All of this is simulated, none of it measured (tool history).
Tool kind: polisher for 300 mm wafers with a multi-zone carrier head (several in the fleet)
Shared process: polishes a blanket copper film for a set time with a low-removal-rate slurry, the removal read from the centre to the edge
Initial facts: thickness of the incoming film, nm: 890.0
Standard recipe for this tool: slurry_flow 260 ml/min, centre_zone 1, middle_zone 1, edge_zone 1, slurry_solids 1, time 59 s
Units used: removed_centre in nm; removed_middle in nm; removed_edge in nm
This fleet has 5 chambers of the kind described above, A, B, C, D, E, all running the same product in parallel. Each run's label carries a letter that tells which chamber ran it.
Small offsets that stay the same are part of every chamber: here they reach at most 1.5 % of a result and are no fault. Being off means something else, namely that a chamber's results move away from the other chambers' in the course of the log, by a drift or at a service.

run   hour  slurry_flow  centre_zone  middle_zone  edge_zone  slurry_solids  time  removed_centre  removed_middle  removed_edge
 1A    3.8          260            1            1          1              1    59          251.49           237.8           251
       6.5  -- chamber B: slurry nozzle cleaned
 2B      7          260            1            1          1              1    59          250.17          244.36        253.88
 3C   11.1          260            1            1          1              1    59          253.68          247.26           249
      11.8  -- chamber B: centre zone pressure recalibrated
 4D   13.7          260            1            1          1              1    59          249.36          247.35        245.73
        14  -- chamber D: worn pad replaced by a new one
 5E   16.2          260            1            1          1              1    59          246.42          249.78        244.85
      19.1  -- chamber B: worn pad replaced by a new one
 6B   20.9          260            1            1          1              1    59          242.93          240.47        248.73
 7D   24.2          260            1            1          1              1    59          245.51          246.83        245.75
 8C   26.5          260            1            1          1              1    59          253.03          252.82        242.41
 9E   31.2          260            1            1          1              1    59           244.6          251.96        243.69
10A   35.3          260            1            1        0.9              1    59          246.69          242.12        233.13
11D   40.4          260            1            1        0.9              1    59           248.6          247.63        238.62
      41.3  -- chamber C: worn pad replaced by a new one
12C   44.5          260            1            1        0.9              1    59          250.55           255.7        228.93
13E     48          260            1            1        0.9              1    59           249.9          249.41           237
      51.4  -- chamber A: worn pad replaced by a new one
14A   52.1          260            1            1        0.9              1    59          245.04          242.28         233.4
15B   56.6          260            1            1          1              1    59          245.95          244.93        248.97
16C   60.2          260            1            1          1              1    59          251.28           253.1        243.02
        61  -- chamber B: worn pad replaced by a new one
17A   64.8          260            1            1          1              1    59           246.4          246.06        237.16
18E     69          260            1            1          1              1    59          249.18          252.91        251.59
      69.7  -- chamber E: worn pad replaced by a new one
19B   71.5          260            1            1          1              1    59          248.44          250.44        245.54
20D   76.3          260            1            1          1              1    59           246.9          241.53        250.41
21E   78.9          260            1            1          1              1    59          243.04          254.21        247.83
22D   81.6          260            1            1          1              1    59           244.2          242.79        246.22
23A   86.4          260            1            1          1              1    59          250.34          249.18         250.7
      89.2  -- chamber D: slurry nozzle cleaned
24B   90.1          260            1            1          1              1    59          245.25          248.35        250.69
25C   93.2          260            1            1          1              1    59          250.48          248.56        251.28
      96.7  -- chamber A: slurry nozzle cleaned
26D   98.3          260            1            1          1              1    59          252.07          246.17        246.03
     102.5  -- chamber B: worn pad replaced by a new one
27B  102.6          260            1            1          1              1    59          243.39          248.36        247.86
28C  107.3          260            1            1          1              1    59           254.7          253.81        248.72
29A  110.9          260            1            1          1              1    59          258.11          248.03        245.84
30E  115.1          260            1            1          1              1    59          245.38          255.25        251.03
31C  118.8          260            1            1          1              1    59           252.1          246.08        246.19
32D    122          260            1            1          1              1    59          244.02          244.87        252.96
33E  125.3          260            1            1          1              1    59          245.49          248.37        250.77
34B    130          260            1            1          1              1    59          249.27          244.28         246.1
35A  133.8          260            1         0.91          1              1    59          263.67          229.65        245.62
36A  137.6          260            1         0.91          1              1    59          268.46          230.07        244.47
     141.9  -- chamber E: worn pad replaced by a new one
37E  142.4          260            1         0.91          1              1    59          247.89          238.82        250.18
     146.4  -- chamber C: worn pad replaced by a new one
38D  147.5          260            1         0.91          1              1    59          245.49          234.01        242.52
     148.4  -- chamber D: worn pad replaced by a new one
39C  150.3          260            1         0.91          1              1    59          254.19          227.77        248.62
40B  153.1          260            1            1          1              1    59          249.09          252.12        246.17
     154.6  -- chamber B: worn pad replaced by a new one
41B  156.5          260            1            1          1              1    59          245.78          247.86        240.66
42D  158.8          260            1            1          1              1    59          247.68          246.32        249.61

All chambers now run identical settings, listed one chamber a line with results as question marks. What results will each chamber show?
43A  162.5          260            1            1          1              1    59               ?               ?             ?
43B  162.5          260            1            1          1              1    59               ?               ?             ?
43C  162.5          260            1            1          1              1    59               ?               ?             ?
43D  162.5          260            1            1          1              1    59               ?               ?             ?
43E  162.5          260            1            1          1              1    59               ?               ?             ?

run  removed_centre  removed_middle  removed_edge
43A          273.62          246.33        245.21
43B          249.02          241.15        244.07
43C          253.81          247.17        248.98
43D           246.6          243.91         251.4
43E          244.51          243.51        249.56
